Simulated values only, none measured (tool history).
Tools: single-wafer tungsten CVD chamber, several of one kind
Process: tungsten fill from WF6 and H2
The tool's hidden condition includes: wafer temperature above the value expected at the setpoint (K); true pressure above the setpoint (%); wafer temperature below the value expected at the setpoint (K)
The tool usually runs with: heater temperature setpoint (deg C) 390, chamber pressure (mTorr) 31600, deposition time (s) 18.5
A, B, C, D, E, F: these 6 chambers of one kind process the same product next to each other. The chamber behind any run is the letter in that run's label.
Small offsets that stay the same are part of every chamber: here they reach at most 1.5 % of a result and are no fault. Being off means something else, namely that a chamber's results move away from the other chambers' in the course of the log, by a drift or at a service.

run   hour  heater temperature setpoint (deg C)  chamber pressure (mTorr)  deposition time (s)  hours since the last thermocouple change  hours since the last manometer calibration  read-back reference wafer on the same gauge, thickness_nm  mean film thickness on the monitor wafer (nm)
 1F      5                                  390                     31600                 18.5                                    2054.5                                          65                                                     39.603                                          45.48
 2B   10.1                                  390                     31600                 18.5                                    1629.1                                      1391.8                                                     39.616                                         45.715
 3A   15.1                                  390                     31600                 18.5                                     706.2                                       814.1                                                     39.616                                         45.354
 4C   23.7                                  390                     31600                 18.5                                     891.5                                       346.9                                                     39.617                                         45.383
      29.1  -- chamber D: thermocouple changed; heater temperature recalibrated
 5E   29.2                                  390                     27200                 16.8                                    1701.5                                       720.3                                                     39.614                                          38.06
 6D   35.6                                  390                     27200                 16.8                                       6.5                                       239.8                                                     39.634                                         38.365
 7D   43.6                                  390                     27200                 16.8                                      14.5                                       247.8                                                     39.643                                         38.407
 8B   49.1                                  390                     27200                 16.8                                    1668.1                                      1430.8                                                     39.646                                         38.573
 9F     58                                  390                     27200                 16.8                                    2107.5                                         118                                                     39.648                                         38.551
10C   63.5                                  390                     27200                 16.8                                     931.3                                       386.7                                                     39.663                                         38.322
11E   73.5                                  390                     31600                 18.5                                    1745.8                                       764.6                                                     39.655                                         45.125
12A   78.1                                  390                     31600                 18.5                                     769.2                                       877.1                                                     39.661                                         45.424
13F   86.1                                  390                     31600                 18.5                                    2135.6                                       146.1                                                     39.665                                         45.633
14D   96.1                                  382                     31600                 18.5                                        67                                       300.3                                                     39.685                                         38.932
15A  106.7                                  382                     31600                 18.5                                     797.8                                       905.7                                                     39.682                                          38.88
16C  116.9                                  382                     31600                 18.5                                     984.7                                       440.1                                                     39.691                                         38.663
17E  125.9                                  382                     31600                 18.5                                    1798.2                                         817                                                     39.704                                         38.366
18B  131.4                                  382                     31600                 18.5                                    1750.4                                      1513.1                                                     39.711                                         39.016
19A    139                                  382                     31600                 18.5                                     830.1                                         938                                                     39.705                                          38.91
20E  149.2                                  390                     31600                 18.5                                    1821.5                                       840.3                                                     39.722                                         45.158
21B  159.3                                  402                     31600                 16.5                                    1778.3                                        1541                                                     39.716                                         51.163
22C  165.1                                  402                     31600                 16.5                                    1032.9                                       488.3                                                     39.731                                         51.019
     166.6  -- chamber B: thermocouple changed; heater temperature recalibrated
23D  173.2                                  402                     31600                 16.5                                     144.1                                       377.4                                                     39.725                                         50.694
24F  181.5                                  402                     31600                 16.5                                      2231                                       241.5                                                     39.745                                         50.912
25B  186.5                                  402                     31600                 16.5                                        20                                      1568.2                                                     39.756                                         51.097
26A  196.6                                  402                     31600                 16.5                                     887.7                                       995.6                                                     39.755                                          50.72
27C  203.2                                  390                     26300                 15.6                                      1071                                       526.4                                                     39.764                                         35.125
28F  213.2                                  390                     26300                 15.6                                    2262.7                                       273.2                                                     39.775                                         35.277
29E  219.2                                  390                     26300                 15.6                                    1891.5                                       910.3                                                     39.777                                         34.824
30D  226.6                                  390                     26300                 15.6                                     197.5                                       430.8                                                      39.77                                         35.181
31C  232.3                                  390                     26300                 15.6                                    1100.1                                       555.5                                                     39.792                                         35.175
32B  240.8                                  390                     26300                 15.6                                      74.3                                      1622.5                                                     39.796                                         35.381
33F  247.1                                  390                     31600                 18.5                                    2296.6                                       307.1                                                     39.796                                          45.78
34D  253.7                                  390                     36900                 18.5                                     224.6                                       457.9                                                     39.793                                         49.014
35E  258.5                                  390                     36900                 18.5                                    1930.8                                       949.6                                                      39.81                                         48.686
36A  263.4                                  390                     36900                 18.5                                     954.5                                      1062.4                                                     39.798                                         49.105
37F  269.9                                  390                     36900                 18.5                                    2319.4                                       329.9                                                     39.811                                         49.099
38A  277.4                                  390                     36900                 18.5                                     968.5                                      1076.4                                                     39.834                                         48.976
39B  284.7                                  390                     36900                 18.5                                     118.2                                      1666.4                                                     39.835                                         49.228
40E  294.5                                  390                     31600                 18.5                                    1966.8                                       985.6                                                     39.831                                         45.369

Which is it: a chamber that has drifted or been left off by a service, a gauge drift common to all chambers, or only each chamber's usual small offset? If a chamber is off, name it and its likeliest cause.

Every chamber seems to shift together because the gauge that measures them all drifts; the chambers themselves are fine.
Cause: gauge reads high (%) = 0.603.

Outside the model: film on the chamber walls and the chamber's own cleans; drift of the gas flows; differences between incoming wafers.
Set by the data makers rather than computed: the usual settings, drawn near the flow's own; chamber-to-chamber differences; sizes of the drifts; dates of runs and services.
